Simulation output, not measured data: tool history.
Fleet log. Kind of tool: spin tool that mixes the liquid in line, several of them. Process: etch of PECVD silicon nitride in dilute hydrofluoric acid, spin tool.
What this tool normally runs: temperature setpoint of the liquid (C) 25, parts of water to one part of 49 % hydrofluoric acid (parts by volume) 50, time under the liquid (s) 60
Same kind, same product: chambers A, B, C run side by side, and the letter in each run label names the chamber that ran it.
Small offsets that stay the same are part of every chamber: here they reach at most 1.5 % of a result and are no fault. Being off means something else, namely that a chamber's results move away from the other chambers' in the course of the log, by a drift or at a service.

run	hour	temperature setpoint of the liquid (C)	parts of water to one part of 49 % hydrofluoric acid (parts by volume)	time under the liquid (s)	hours since the thermometer was replaced	hours since the hydrofluoric acid flow meter was replaced	read-back film thickness of the PECVD silicon nitride reference wafer, read on the same gauge (nm)	thickness taken off the PECVD silicon nitride on a monitor wafer (angstrom)
1B	9.1	25	50	60	455.9	1784.5	149.98	56.439
2C	16	25	50	60	653.1	192.4	150.02	55.057
3A	28	25	50	60	2918	1419.9	150	56.363
4C	35.3	25	50	60	672.4	211.7	150.02	56.049
# hour 41.8: chamber A: thermometer replaced
5A	45.9	25	50	60	4.1	1437.8	150	56.429
6B	58	25	50	60	504.8	1833.4	150.01	57.322
7A	65.7	25	50	30	23.9	1457.6	150.04	28.043
8B	76.3	25	50	30	523.1	1851.7	150.02	28.112
9C	84.6	25	50	30	721.7	261	150.03	27.773
10A	90.2	25	50	40	48.4	1482.1	150	37.207
11B	98.9	25	50	40	545.7	1874.3	150.01	36.702
12C	110.9	25	50	40	748	287.3	150	38.038
13C	122	25	50	60	759.1	298.4	150.03	56.945
14A	129.4	25	50	60	87.6	1521.3	150.01	56.77
15B	142.1	25	50	60	588.9	1917.5	149.97	54.361
16B	150.3	25	50	60	597.1	1925.7	150.01	54.468
17C	162.5	25	50	60	799.6	338.9	150.03	56.474
18A	171.6	25	50	60	129.8	1563.5	150.01	55.634
19A	179.7	25	50	60	137.9	1571.6	150	56.775
20B	189.1	25	50	60	635.9	1964.5	149.99	53.571
21C	197.8	25	50	60	834.9	374.2	149.97	56.745
22B	206.4	25	70	60	653.2	1981.8	150.03	38.949
23A	218.9	25	70	60	177.1	1610.8	150.01	40.379
24C	225.9	25	70	60	863	402.3	149.97	40.143
25A	233	25	65	85	191.2	1624.9	150.01	61.017
26C	239.8	25	65	85	876.9	416.2	150	61.11
27B	249.5	25	65	85	696.3	2024.9	150.01	57.938
# hour 260.6: chamber C: thermometer replaced
28B	261.4	25	50	60	708.2	2036.8	149.97	52.329
29C	266.9	25	50	60	6.3	443.3	149.96	55.84
30A	279.5	25	50	60	237.7	1671.4	150.01	56.007
31B	291	25	50	60	737.8	2066.4	150.02	52.306
32A	298.2	25	50	60	256.4	1690.1	150.04	56.329
33C	307.3	25	50	60	46.7	483.7	150	56.059
34B	317.3	25	50	60	764.1	2092.7	150.02	51.782
35A	327.2	25	50	60	285.4	1719.1	149.99	56.71
36C	337.4	25	50	60	76.8	513.8	149.95	55.969
37B	347.8	25	50	60	794.6	2123.2	149.97	51.594
38A	356.6	25	50	60	314.8	1748.5	150	55.926

Decide between three cases: one chamber stands off from its peers, the gauge reading all wafers drifts, or nothing is wrong past each chamber's small offset. Where a chamber is off, say which and what most likely put it there.

One chamber, B, drifts off from the rest bit by bit.
Most likely cause: liquid colder than its thermometer reads (K) = 1.83.
From this log alone, it may not be told apart from: hydrofluoric acid flow below the setpoint (%).

Chamber B could run next with any of the 4 candidate recipes listed below; each alters the usual settings, and their results appear as question marks. Which one brings its results back in line with what the other chambers deliver on the usual settings?
Allowed miss from the other chambers' usual-settings mean, per result, to count as in line: thickness taken off the PECVD silicon nitride on a monitor wafer (angstrom) 1.8
39B-1	365.7	23.5	50	60				?
39B-2	365.7	26	50	70				?
39B-3	365.7	26.5	50	60				?
39B-4	365.7	21.5	50	60				?

Usual-settings mean across the other chambers: thickness taken off the PECVD silicon nitride on a monitor wafer (angstrom) 56.118
run	thickness taken off the PECVD silicon nitride on a monitor wafer (angstrom)
39B-1	45.691
39B-2	63.312
39B-3	56.16
39B-4	39.734
It is 39B-3 that realigns the chamber with its peers.
